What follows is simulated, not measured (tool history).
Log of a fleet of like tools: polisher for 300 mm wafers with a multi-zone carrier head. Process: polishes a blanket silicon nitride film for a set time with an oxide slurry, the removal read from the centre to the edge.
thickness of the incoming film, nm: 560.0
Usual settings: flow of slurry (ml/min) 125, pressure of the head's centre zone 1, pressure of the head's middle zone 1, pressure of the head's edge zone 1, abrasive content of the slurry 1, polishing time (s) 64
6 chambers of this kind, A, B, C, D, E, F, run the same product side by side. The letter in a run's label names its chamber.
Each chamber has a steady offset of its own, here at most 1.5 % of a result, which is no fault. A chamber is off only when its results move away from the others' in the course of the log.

| run | hour | flow of slurry (ml/min) | pressure of the head's centre zone | pressure of the head's middle zone | pressure of the head's edge zone | abrasive content of the slurry | polishing time (s) | film removed at the wafer's centre (nm) | film removed at mid-radius (nm) | film removed at the wafer's edge (nm) |
|---|---|---|---|---|---|---|---|---|---|---|
|  | 3.5 | chamber F: centre zone pressure recalibrated |
| 1B | 4.3 | 125 | 1 | 1 | 1 | 1 | 64 | 46.441 | 46.435 | 47.2 |
| 2A | 8.7 | 125 | 1 | 1 | 1 | 1 | 64 | 46.376 | 46.861 | 45.911 |
|  | 10.6 | chamber B: worn pad replaced by a new one |
| 3C | 13.9 | 125 | 1 | 1 | 1 | 1 | 64 | 45.907 | 46.532 | 45.462 |
| 4D | 18 | 125 | 1 | 1 | 1 | 1 | 64 | 46.197 | 46.078 | 45.484 |
|  | 21.1 | chamber C: worn pad replaced by a new one |
| 5F | 24 | 125 | 1 | 1 | 1 | 1 | 64 | 46.269 | 45.897 | 46.591 |
|  | 27.8 | chamber D: edge zone pressure recalibrated |
|  | 28.1 | chamber D: worn pad replaced by a new one |
| 6E | 29.8 | 125 | 0.94 | 1 | 1 | 1.25 | 64 | 46.896 | 51.835 | 50.101 |
| 7C | 34.7 | 125 | 0.94 | 1 | 1 | 1.25 | 64 | 47.471 | 50.644 | 50.671 |
| 8E | 38.5 | 125 | 0.94 | 1 | 1 | 1.25 | 64 | 47.69 | 50.681 | 50.877 |
|  | 39.1 | chamber F: worn pad replaced by a new one |
|  | 43 | chamber C: edge zone pressure recalibrated |
| 9F | 43 | 125 | 0.94 | 1 | 1 | 1.25 | 64 | 47.478 | 50.037 | 50.782 |
| 10A | 48.5 | 125 | 0.94 | 1 | 1 | 1.25 | 64 | 48.118 | 50.68 | 50.112 |
| 11D | 52.1 | 125 | 0.94 | 1 | 1 | 1.25 | 64 | 46.897 | 50.78 | 50.203 |
| 12B | 55.7 | 125 | 1 | 1 | 1 | 1 | 64 | 46.335 | 45.554 | 46.452 |
| 13C | 61.3 | 125 | 1 | 1 | 1 | 1 | 64 | 46.083 | 46.362 | 45.698 |
| 14D | 67.8 | 125 | 1 | 1 | 1 | 1 | 64 | 46.285 | 45.449 | 45.603 |
|  | 69.7 | chamber C: worn pad replaced by a new one |
|  | 70.9 | chamber A: worn pad replaced by a new one |
| 15B | 72.4 | 125 | 1 | 1 | 1 | 1.15 | 64 | 49.202 | 49.089 | 49.065 |
|  | 74.3 | chamber A: edge zone pressure recalibrated |
| 16A | 77.8 | 125 | 1 | 1 | 1 | 1.15 | 64 | 49.673 | 49.269 | 49.438 |
| 17E | 83.1 | 125 | 1 | 1 | 1 | 1.15 | 64 | 48.752 | 49.204 | 49.064 |
| 18F | 87 | 125 | 1 | 1 | 1 | 1.15 | 64 | 49.761 | 49.382 | 49.448 |
| 19E | 92.7 | 125 | 1 | 1 | 1 | 1.15 | 64 | 48.485 | 47.988 | 48.924 |
|  | 96.4 | chamber D: worn pad replaced by a new one |
|  | 96.9 | chamber E: worn pad replaced by a new one |
| 20D | 99.5 | 125 | 1 | 1 | 1 | 1.15 | 64 | 49.233 | 49.176 | 49.009 |
|  | 103.5 | chamber B: worn pad replaced by a new one |
| 21A | 103.9 | 125 | 1 | 1 | 1 | 1 | 64 | 47.839 | 46.753 | 46.305 |
| 22C | 108.9 | 125 | 1 | 1 | 1 | 1 | 64 | 46.573 | 46.357 | 46.236 |
| 23B | 115 | 125 | 1 | 1 | 1 | 1.2 | 85 | 66.74 | 65.557 | 66.353 |
| 24F | 118.3 | 125 | 1 | 1 | 1 | 1.2 | 85 | 66.236 | 65.161 | 65.84 |
| 25C | 124.8 | 125 | 1 | 1 | 1 | 1.2 | 85 | 66.005 | 63.94 | 65.783 |
|  | 126.7 | chamber C: worn pad replaced by a new one |
| 26F | 129.3 | 125 | 1 | 1 | 1 | 1.2 | 85 | 66.774 | 64.311 | 66.515 |
| 27E | 133.4 | 125 | 1 | 1 | 1 | 1.2 | 85 | 66.342 | 65.031 | 66.096 |
| 28B | 139.1 | 125 | 1 | 1 | 1 | 1.2 | 85 | 65.512 | 65.205 | 66.407 |
| 29D | 144.8 | 125 | 1 | 1 | 1 | 1 | 64 | 45.764 | 46.458 | 46.267 |
|  | 145 | chamber E: centre zone pressure recalibrated |
| 30A | 150 | 125 | 1 | 1 | 1 | 1 | 64 | 47.132 | 46.439 | 45.89 |
|  | 151.4 | chamber F: worn pad replaced by a new one |
| 31C | 156.4 | 125 | 1 | 1 | 1 | 1 | 64 | 45.452 | 46.52 | 46.013 |
| 32D | 160.2 | 125 | 1 | 1 | 1 | 1 | 64 | 46.526 | 45.731 | 45.847 |
| 33E | 164.5 | 125 | 1 | 1 | 1 | 1 | 64 | 45.988 | 44.648 | 46.102 |
| 34F | 168.2 | 125 | 1 | 1 | 1 | 1 | 64 | 46.393 | 46.201 | 45.956 |
| 35B | 174.2 | 125 | 1 | 1 | 1 | 1 | 64 | 45.943 | 46.507 | 45.515 |
| 36A | 178.8 | 125 | 0.91 | 0.96 | 1 | 1 | 64 | 42.17 | 43.726 | 45.566 |
| 37E | 183.2 | 125 | 0.91 | 0.96 | 1 | 1 | 64 | 40.568 | 43.972 | 46.755 |
| 38F | 188.1 | 125 | 0.91 | 0.96 | 1 | 1 | 64 | 42.073 | 43.012 | 45.717 |

Is one chamber off against the others, does the gauge drift, or is nothing wrong? If a chamber is off, say which, and what the likeliest cause is.

No chamber stands off beyond its own small offset, and the gauge holds steady.

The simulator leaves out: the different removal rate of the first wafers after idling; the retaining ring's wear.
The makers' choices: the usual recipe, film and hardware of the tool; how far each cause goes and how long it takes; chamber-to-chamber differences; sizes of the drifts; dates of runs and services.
